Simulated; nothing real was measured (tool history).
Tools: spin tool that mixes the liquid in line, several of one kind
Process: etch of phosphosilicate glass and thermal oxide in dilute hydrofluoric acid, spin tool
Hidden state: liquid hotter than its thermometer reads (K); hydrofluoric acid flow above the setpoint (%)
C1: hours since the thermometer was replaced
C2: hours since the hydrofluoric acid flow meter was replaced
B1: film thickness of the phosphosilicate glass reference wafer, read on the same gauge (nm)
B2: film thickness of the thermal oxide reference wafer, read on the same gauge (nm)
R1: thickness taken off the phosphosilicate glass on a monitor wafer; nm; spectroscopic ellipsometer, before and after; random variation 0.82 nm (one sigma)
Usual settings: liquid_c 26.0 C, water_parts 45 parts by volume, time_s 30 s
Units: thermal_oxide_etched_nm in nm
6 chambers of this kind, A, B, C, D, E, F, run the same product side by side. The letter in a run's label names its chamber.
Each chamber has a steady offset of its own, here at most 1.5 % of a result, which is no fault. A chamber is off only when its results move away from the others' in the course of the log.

run 1F hour=9.5 | liquid_c=26.0 water_parts=45 time_s=30 | C1=461.5 C2=864.6 | B1=130.00 B2=139.97 | R1=118.180 thermal_oxide_etched_nm=3.6744
run 2B hour=21.7 | liquid_c=26.0 water_parts=45 time_s=30 | C1=400.6 C2=952.1 | B1=130.02 B2=140.00 | R1=117.530 thermal_oxide_etched_nm=3.6536
run 3E hour=36.3 | liquid_c=26.0 water_parts=45 time_s=30 | C1=1342.7 C2=1390.0 | B1=129.98 B2=140.02 | R1=115.550 thermal_oxide_etched_nm=3.7292
run 4D hour=44.0 | liquid_c=26.0 water_parts=45 time_s=30 | C1=137.0 C2=244.0 | B1=129.99 B2=139.98 | R1=117.760 thermal_oxide_etched_nm=3.6133
run 5C hour=54.5 | liquid_c=26.0 water_parts=45 time_s=30 | C1=627.6 C2=900.2 | B1=130.00 B2=140.00 | R1=117.210 thermal_oxide_etched_nm=3.6500
run 6A hour=65.7 | liquid_c=22.0 water_parts=45 time_s=30 | C1=2571.0 C2=1730.2 | B1=130.00 B2=140.01 | R1=99.048 thermal_oxide_etched_nm=3.0070
run 7B hour=72.3 | liquid_c=22.0 water_parts=45 time_s=30 | C1=451.2 C2=1002.7 | B1=129.99 B2=140.03 | R1=98.928 thermal_oxide_etched_nm=3.0488
run 8F hour=82.9 | liquid_c=22.0 water_parts=45 time_s=30 | C1=534.9 C2=938.0 | B1=129.99 B2=140.00 | R1=98.607 thermal_oxide_etched_nm=3.0451
run 9C hour=90.4 | liquid_c=22.0 water_parts=45 time_s=30 | C1=663.5 C2=936.1 | B1=130.00 B2=140.03 | R1=99.114 thermal_oxide_etched_nm=3.1034
run 10A hour=99.0 | liquid_c=22.0 water_parts=45 time_s=30 | C1=2604.3 C2=1763.5 | B1=129.98 B2=139.99 | R1=100.550 thermal_oxide_etched_nm=3.0166
run 11D hour=107.9 | liquid_c=22.0 water_parts=45 time_s=30 | C1=200.9 C2=307.9 | B1=129.98 B2=139.97 | R1=99.135 thermal_oxide_etched_nm=3.0464
run 12E hour=119.3 | liquid_c=26.0 water_parts=45 time_s=30 | C1=1425.7 C2=1473.0 | B1=130.02 B2=140.00 | R1=115.570 thermal_oxide_etched_nm=3.6185
run 13F hour=130.4 | liquid_c=26.0 water_parts=45 time_s=30 | C1=582.4 C2=985.5 | B1=130.02 B2=139.99 | R1=117.550 thermal_oxide_etched_nm=3.6638
run 14C hour=143.8 | liquid_c=26.0 water_parts=45 time_s=30 | C1=716.9 C2=989.5 | B1=130.00 B2=140.01 | R1=116.680 thermal_oxide_etched_nm=3.6625
-- hour=146.5 chamber B: hydrofluoric acid flow meter replaced
run 15B hour=152.5 | liquid_c=26.0 water_parts=45 time_s=30 | C1=531.4 C2=6.0 | B1=129.99 B2=140.00 | R1=118.130 thermal_oxide_etched_nm=3.6249
run 16E hour=165.8 | liquid_c=26.0 water_parts=45 time_s=30 | C1=1472.2 C2=1519.5 | B1=130.00 B2=140.00 | R1=117.110 thermal_oxide_etched_nm=3.6388
run 17D hour=175.9 | liquid_c=26.0 water_parts=45 time_s=30 | C1=268.9 C2=375.9 | B1=129.99 B2=139.96 | R1=116.680 thermal_oxide_etched_nm=3.5983
run 18A hour=185.3 | liquid_c=26.0 water_parts=45 time_s=30 | C1=2690.6 C2=1849.8 | B1=130.01 B2=140.00 | R1=119.280 thermal_oxide_etched_nm=3.6686
run 19B hour=193.0 | liquid_c=26.0 water_parts=45 time_s=30 | C1=571.9 C2=46.5 | B1=130.00 B2=139.98 | R1=115.820 thermal_oxide_etched_nm=3.6225
run 20C hour=204.2 | liquid_c=26.0 water_parts=45 time_s=30 | C1=777.3 C2=1049.9 | B1=129.99 B2=140.00 | R1=118.000 thermal_oxide_etched_nm=3.7051
run 21E hour=217.9 | liquid_c=26.0 water_parts=45 time_s=30 | C1=1524.3 C2=1571.6 | B1=129.98 B2=139.98 | R1=116.150 thermal_oxide_etched_nm=3.6900
run 22F hour=231.2 | liquid_c=27.5 water_parts=45 time_s=20 | C1=683.2 C2=1086.3 | B1=130.00 B2=139.98 | R1=83.643 thermal_oxide_etched_nm=2.5894
run 23D hour=241.7 | liquid_c=27.5 water_parts=45 time_s=20 | C1=334.7 C2=441.7 | B1=130.01 B2=140.00 | R1=83.882 thermal_oxide_etched_nm=2.6234
-- hour=244.4 chamber D: hydrofluoric acid flow meter replaced
run 24A hour=253.7 | liquid_c=27.5 water_parts=45 time_s=20 | C1=2759.0 C2=1918.2 | B1=129.97 B2=140.00 | R1=83.385 thermal_oxide_etched_nm=2.5174
run 25A hour=267.0 | liquid_c=27.5 water_parts=45 time_s=20 | C1=2772.3 C2=1931.5 | B1=129.99 B2=139.99 | R1=83.046 thermal_oxide_etched_nm=2.5237
run 26E hour=277.2 | liquid_c=27.5 water_parts=45 time_s=20 | C1=1583.6 C2=1630.9 | B1=130.00 B2=140.02 | R1=81.606 thermal_oxide_etched_nm=2.6118
run 27F hour=289.1 | liquid_c=27.5 water_parts=45 time_s=20 | C1=741.1 C2=1144.2 | B1=130.01 B2=140.01 | R1=83.642 thermal_oxide_etched_nm=2.5718
run 28B hour=300.3 | liquid_c=26.0 water_parts=45 time_s=30 | C1=679.2 C2=153.8 | B1=129.99 B2=139.96 | R1=117.150 thermal_oxide_etched_nm=3.7186
run 29C hour=312.1 | liquid_c=26.0 water_parts=45 time_s=30 | C1=885.2 C2=1157.8 | B1=129.98 B2=140.02 | R1=118.470 thermal_oxide_etched_nm=3.6377
run 30D hour=326.9 | liquid_c=26.0 water_parts=35 time_s=30 | C1=419.9 C2=82.6 | B1=129.99 B2=140.00 | R1=154.480 thermal_oxide_etched_nm=4.7857
run 31F hour=335.9 | liquid_c=26.0 water_parts=35 time_s=30 | C1=787.9 C2=1191.0 | B1=130.00 B2=140.03 | R1=151.190 thermal_oxide_etched_nm=4.7180
run 32D hour=347.7 | liquid_c=26.0 water_parts=35 time_s=30 | C1=440.7 C2=103.4 | B1=129.99 B2=140.00 | R1=153.430 thermal_oxide_etched_nm=4.7457
run 33A hour=356.9 | liquid_c=26.0 water_parts=35 time_s=30 | C1=2862.2 C2=2021.4 | B1=130.00 B2=139.99 | R1=154.090 thermal_oxide_etched_nm=4.6554
-- hour=358.4 chamber E: hydrofluoric acid flow meter replaced
run 34C hour=371.4 | liquid_c=26.0 water_parts=35 time_s=30 | C1=944.5 C2=1217.1 | B1=130.00 B2=139.99 | R1=154.680 thermal_oxide_etched_nm=4.7937
run 35E hour=386.4 | liquid_c=26.0 water_parts=35 time_s=30 | C1=1692.8 C2=28.0 | B1=129.99 B2=140.02 | R1=152.100 thermal_oxide_etched_nm=4.7078
run 36B hour=393.6 | liquid_c=26.0 water_parts=45 time_s=30 | C1=772.5 C2=247.1 | B1=129.99 B2=139.99 | R1=118.850 thermal_oxide_etched_nm=3.6266
run 37C hour=404.9 | liquid_c=26.0 water_parts=45 time_s=30 | C1=978.0 C2=1250.6 | B1=130.00 B2=140.03 | R1=117.120 thermal_oxide_etched_nm=3.6243
-- hour=415.1 chamber E: thermometer replaced
run 38D hour=417.8 | liquid_c=26.0 water_parts=45 time_s=30 | C1=510.8 C2=173.5 | B1=130.02 B2=139.99 | R1=117.490 thermal_oxide_etched_nm=3.5871
run 39A hour=426.8 | liquid_c=26.0 water_parts=45 time_s=30 | C1=2932.1 C2=2091.3 | B1=130.00 B2=139.97 | R1=117.980 thermal_oxide_etched_nm=3.5968
run 40E hour=440.1 | liquid_c=26.0 water_parts=45 time_s=30 | C1=25.1 C2=81.7 | B1=130.03 B2=139.99 | R1=115.190 thermal_oxide_etched_nm=3.6175
run 41F hour=448.5 | liquid_c=26.0 water_parts=45 time_s=30 | C1=900.5 C2=1303.6 | B1=129.99 B2=140.02 | R1=118.340 thermal_oxide_etched_nm=3.5645
run 42B hour=459.6 | liquid_c=26.0 water_parts=45 time_s=30 | C1=838.5 C2=313.1 | B1=129.98 B2=139.99 | R1=118.030 thermal_oxide_etched_nm=3.6746
run 43E hour=470.5 | liquid_c=26.0 water_parts=40 time_s=45 | C1=55.5 C2=112.1 | B1=130.01 B2=140.03 | R1=196.700 thermal_oxide_etched_nm=6.2324
run 44A hour=477.1 | liquid_c=26.0 water_parts=40 time_s=45 | C1=2982.4 C2=2141.6 | B1=129.98 B2=140.00 | R1=200.230 thermal_oxide_etched_nm=6.2777

Is one chamber off against the others, does the gauge drift, or is nothing wrong? If a chamber is off, say which, and what the likeliest cause is.

No chamber stands off beyond its own small offset, and the gauge holds steady.
